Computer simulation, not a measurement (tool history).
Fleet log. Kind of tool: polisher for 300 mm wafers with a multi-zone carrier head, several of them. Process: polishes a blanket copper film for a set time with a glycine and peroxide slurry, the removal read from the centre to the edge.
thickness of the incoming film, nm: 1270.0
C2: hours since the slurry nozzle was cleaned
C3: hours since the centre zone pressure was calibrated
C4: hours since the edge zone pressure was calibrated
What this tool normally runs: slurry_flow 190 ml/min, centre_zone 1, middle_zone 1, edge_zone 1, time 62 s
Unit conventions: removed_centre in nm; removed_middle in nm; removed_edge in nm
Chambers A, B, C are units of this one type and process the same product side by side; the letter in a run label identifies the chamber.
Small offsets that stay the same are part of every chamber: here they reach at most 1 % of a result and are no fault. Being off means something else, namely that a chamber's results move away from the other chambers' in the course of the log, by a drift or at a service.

run 1C hour=5.1 | slurry_flow=190 centre_zone=1 middle_zone=1 edge_zone=1 time=62 | wafers_polished_on_this_pad=411 C2=84.6 C3=182.5 C4=514.4 | removed_centre=497.78 removed_middle=498.54 removed_edge=513.68
run 2A hour=8.7 | slurry_flow=190 centre_zone=1 middle_zone=1 edge_zone=1 time=62 | wafers_polished_on_this_pad=1056 C2=65.7 C3=275 C4=368.9 | removed_centre=493.29 removed_middle=497.42 removed_edge=505.73
run 3B hour=14 | slurry_flow=190 centre_zone=1 middle_zone=1 edge_zone=1 time=62 | wafers_polished_on_this_pad=394 C2=183.8 C3=256.4 C4=239.1 | removed_centre=499.54 removed_middle=505.59 removed_edge=506.18
-- hour=18 chamber C: worn pad replaced by a new one
run 4A hour=18.4 | slurry_flow=190 centre_zone=1 middle_zone=1 edge_zone=1 time=62 | wafers_polished_on_this_pad=1180 C2=75.4 C3=284.7 C4=378.6 | removed_centre=494.65 removed_middle=500.09 removed_edge=497.81
-- hour=20.8 chamber A: worn pad replaced by a new one
run 5C hour=22.7 | slurry_flow=190 centre_zone=1 middle_zone=1 edge_zone=1 time=62 | wafers_polished_on_this_pad=60 C2=102.2 C3=200.1 C4=532 | removed_centre=501.54 removed_middle=507.06 removed_edge=509.93
run 6B hour=28.9 | slurry_flow=190 centre_zone=1 middle_zone=1 edge_zone=1 time=62 | wafers_polished_on_this_pad=584 C2=198.7 C3=271.3 C4=254 | removed_centre=493.87 removed_middle=506.51 removed_edge=494.45
run 7A hour=35.5 | slurry_flow=190 centre_zone=1 middle_zone=1 edge_zone=1.09 time=75 | wafers_polished_on_this_pad=188 C2=92.5 C3=301.8 C4=395.7 | removed_centre=596.26 removed_middle=604.03 removed_edge=641.73
run 8B hour=39.5 | slurry_flow=190 centre_zone=1 middle_zone=1 edge_zone=1.09 time=75 | wafers_polished_on_this_pad=720 C2=209.3 C3=281.9 C4=264.6 | removed_centre=599.2 removed_middle=606.02 removed_edge=628.7
run 9C hour=42.8 | slurry_flow=190 centre_zone=1 middle_zone=1 edge_zone=1.09 time=75 | wafers_polished_on_this_pad=317 C2=122.3 C3=220.2 C4=552.1 | removed_centre=610.14 removed_middle=618.96 removed_edge=634.07
run 10B hour=50 | slurry_flow=190 centre_zone=1 middle_zone=1 edge_zone=1 time=62 | wafers_polished_on_this_pad=854 C2=219.8 C3=292.4 C4=275.1 | removed_centre=497.14 removed_middle=499.44 removed_edge=487.51
run 11C hour=55 | slurry_flow=190 centre_zone=1.06 middle_zone=1 edge_zone=0.94 time=62 | wafers_polished_on_this_pad=473 C2=134.5 C3=232.4 C4=564.3 | removed_centre=532.55 removed_middle=502.21 removed_edge=490.1
run 12A hour=58.2 | slurry_flow=190 centre_zone=1.06 middle_zone=1 edge_zone=0.94 time=62 | wafers_polished_on_this_pad=478 C2=115.2 C3=324.5 C4=418.4 | removed_centre=534.64 removed_middle=497.41 removed_edge=474.64
-- hour=61.3 chamber C: worn pad replaced by a new one
run 13C hour=63.1 | slurry_flow=190 centre_zone=1.06 middle_zone=1 edge_zone=0.94 time=62 | wafers_polished_on_this_pad=23 C2=142.6 C3=240.5 C4=572.4 | removed_centre=531.24 removed_middle=502.13 removed_edge=477.28
-- hour=64.7 chamber A: edge zone pressure recalibrated
run 14A hour=67.9 | slurry_flow=190 centre_zone=1 middle_zone=1 edge_zone=1 time=62 | wafers_polished_on_this_pad=603 C2=124.9 C3=334.2 C4=3.2 | removed_centre=485.25 removed_middle=494.12 removed_edge=494.51
run 15B hour=73.5 | slurry_flow=190 centre_zone=1 middle_zone=1 edge_zone=1 time=62 | wafers_polished_on_this_pad=1155 C2=243.3 C3=315.9 C4=298.6 | removed_centre=492.91 removed_middle=491.72 removed_edge=493.62
run 16A hour=76.7 | slurry_flow=190 centre_zone=1 middle_zone=1 edge_zone=1 time=62 | wafers_polished_on_this_pad=715 C2=133.7 C3=343 C4=12 | removed_centre=495.47 removed_middle=493.85 removed_edge=498.82
run 17C hour=80.6 | slurry_flow=190 centre_zone=1 middle_zone=1 edge_zone=1 time=62 | wafers_polished_on_this_pad=247 C2=160.1 C3=258 C4=589.9 | removed_centre=502.79 removed_middle=500.83 removed_edge=492.37
run 18B hour=85 | slurry_flow=190 centre_zone=1 middle_zone=1 edge_zone=1 time=62 | wafers_polished_on_this_pad=1302 C2=254.8 C3=327.4 C4=310.1 | removed_centre=491.06 removed_middle=488.24 removed_edge=481.78
run 19B hour=89.4 | slurry_flow=190 centre_zone=0.96 middle_zone=1 edge_zone=1.04 time=62 | wafers_polished_on_this_pad=1358 C2=259.2 C3=331.8 C4=314.5 | removed_centre=463.42 removed_middle=486.4 removed_edge=500.03
run 20C hour=96.7 | slurry_flow=190 centre_zone=0.96 middle_zone=1 edge_zone=1.04 time=62 | wafers_polished_on_this_pad=453 C2=176.2 C3=274.1 C4=606 | removed_centre=479.56 removed_middle=503.27 removed_edge=523.99
run 21A hour=100.7 | slurry_flow=190 centre_zone=0.96 middle_zone=1 edge_zone=1.04 time=62 | wafers_polished_on_this_pad=1022 C2=157.7 C3=367 C4=36 | removed_centre=463.2 removed_middle=502.22 removed_edge=502.02
-- hour=103.4 chamber A: worn pad replaced by a new one
-- hour=104.3 chamber C: worn pad replaced by a new one
run 22B hour=106.1 | slurry_flow=190 centre_zone=1 middle_zone=1 edge_zone=1 time=62 | wafers_polished_on_this_pad=1572 C2=275.9 C3=348.5 C4=331.2 | removed_centre=484.96 removed_middle=482.24 removed_edge=481.34
run 23C hour=111.7 | slurry_flow=190 centre_zone=1 middle_zone=1 edge_zone=1 time=62 | wafers_polished_on_this_pad=95 C2=191.2 C3=289.1 C4=621 | removed_centre=493.6 removed_middle=503.98 removed_edge=508.33
run 24A hour=117.4 | slurry_flow=190 centre_zone=1 middle_zone=1 edge_zone=1 time=62 | wafers_polished_on_this_pad=179 C2=174.4 C3=383.7 C4=52.7 | removed_centre=506.63 removed_middle=501.14 removed_edge=491
run 25A hour=124 | slurry_flow=190 centre_zone=1 middle_zone=1 edge_zone=1 time=62 | wafers_polished_on_this_pad=263 C2=181 C3=390.3 C4=59.3 | removed_centre=501.81 removed_middle=493.04 removed_edge=490.47
-- hour=124.8 chamber A: slurry nozzle cleaned
run 26B hour=130.8 | slurry_flow=190 centre_zone=1 middle_zone=1 edge_zone=1 time=62 | wafers_polished_on_this_pad=1888 C2=300.6 C3=373.2 C4=355.9 | removed_centre=481.79 removed_middle=472.12 removed_edge=477.74
run 27C hour=134 | slurry_flow=190 centre_zone=1 middle_zone=1 edge_zone=1 time=62 | wafers_polished_on_this_pad=380 C2=213.5 C3=311.4 C4=643.3 | removed_centre=500.72 removed_middle=495.2 removed_edge=504.2
-- hour=138.3 chamber C: edge zone pressure recalibrated
run 28C hour=140.6 | slurry_flow=190 centre_zone=1 middle_zone=1 edge_zone=1 time=62 | wafers_polished_on_this_pad=465 C2=220.1 C3=318 C4=2.4 | removed_centre=496.84 removed_middle=495.68 removed_edge=506.96
run 29B hour=147.6 | slurry_flow=190 centre_zone=1 middle_zone=1 edge_zone=1 time=62 | wafers_polished_on_this_pad=2103 C2=317.4 C3=390 C4=372.7 | removed_centre=472.71 removed_middle=464.68 removed_edge=479.73
run 30A hour=154.1 | slurry_flow=190 centre_zone=1 middle_zone=1 edge_zone=1 time=62 | wafers_polished_on_this_pad=648 C2=29.3 C3=420.4 C4=89.4 | removed_centre=508.85 removed_middle=498.54 removed_edge=500.96

Is one chamber out of step, is the gauge drifting, or do the chambers differ by no more than their own small offsets? For an off chamber, give its letter and the likeliest cause.

Little by little, chamber B moves away from the other chambers.
Likeliest cause: removal rate lost through wear of the pad, % = 7.02.
From this log alone, it may not be told apart from: slurry flow missing at the pad, %.

Below are 4 candidate recipes for chamber B's next run, each the usual settings with a change, their results shown as question marks. Which of them brings B's results back in line with what the other chambers give on the usual settings?
In line here means within this much of the mean the other chambers give on the usual settings: removed_centre 18 nm; removed_middle 16 nm; removed_edge 25 nm
run 31B-1 hour=159.4 | slurry_flow=190 centre_zone=1 middle_zone=1 edge_zone=1 time=61 | removed_centre=? removed_middle=? removed_edge=?
run 31B-2 hour=159.4 | slurry_flow=190 centre_zone=0.99 middle_zone=1 edge_zone=1.01 time=66 | removed_centre=? removed_middle=? removed_edge=?
run 31B-3 hour=159.4 | slurry_flow=190 centre_zone=1.01 middle_zone=1 edge_zone=0.99 time=58 | removed_centre=? removed_middle=? removed_edge=?
run 31B-4 hour=159.4 | slurry_flow=190 centre_zone=1 middle_zone=1 edge_zone=1 time=63 | removed_centre=? removed_middle=? removed_edge=?

On the usual settings, the other chambers give on average: removed_centre 497.56 nm; removed_middle 500.12 nm; removed_edge 498.83 nm
run=31B-1 removed_centre=460.62 removed_middle=456.65 removed_edge=460.11
run=31B-2 removed_centre=493.01 removed_middle=494.1 removed_edge=500.44
run=31B-3 removed_centre=442.69 removed_middle=434.17 removed_edge=435.18
run=31B-4 removed_centre=475.73 removed_middle=471.62 removed_edge=475.2
The answer is 31B-2, which returns the chamber to within the allowed miss of the others.

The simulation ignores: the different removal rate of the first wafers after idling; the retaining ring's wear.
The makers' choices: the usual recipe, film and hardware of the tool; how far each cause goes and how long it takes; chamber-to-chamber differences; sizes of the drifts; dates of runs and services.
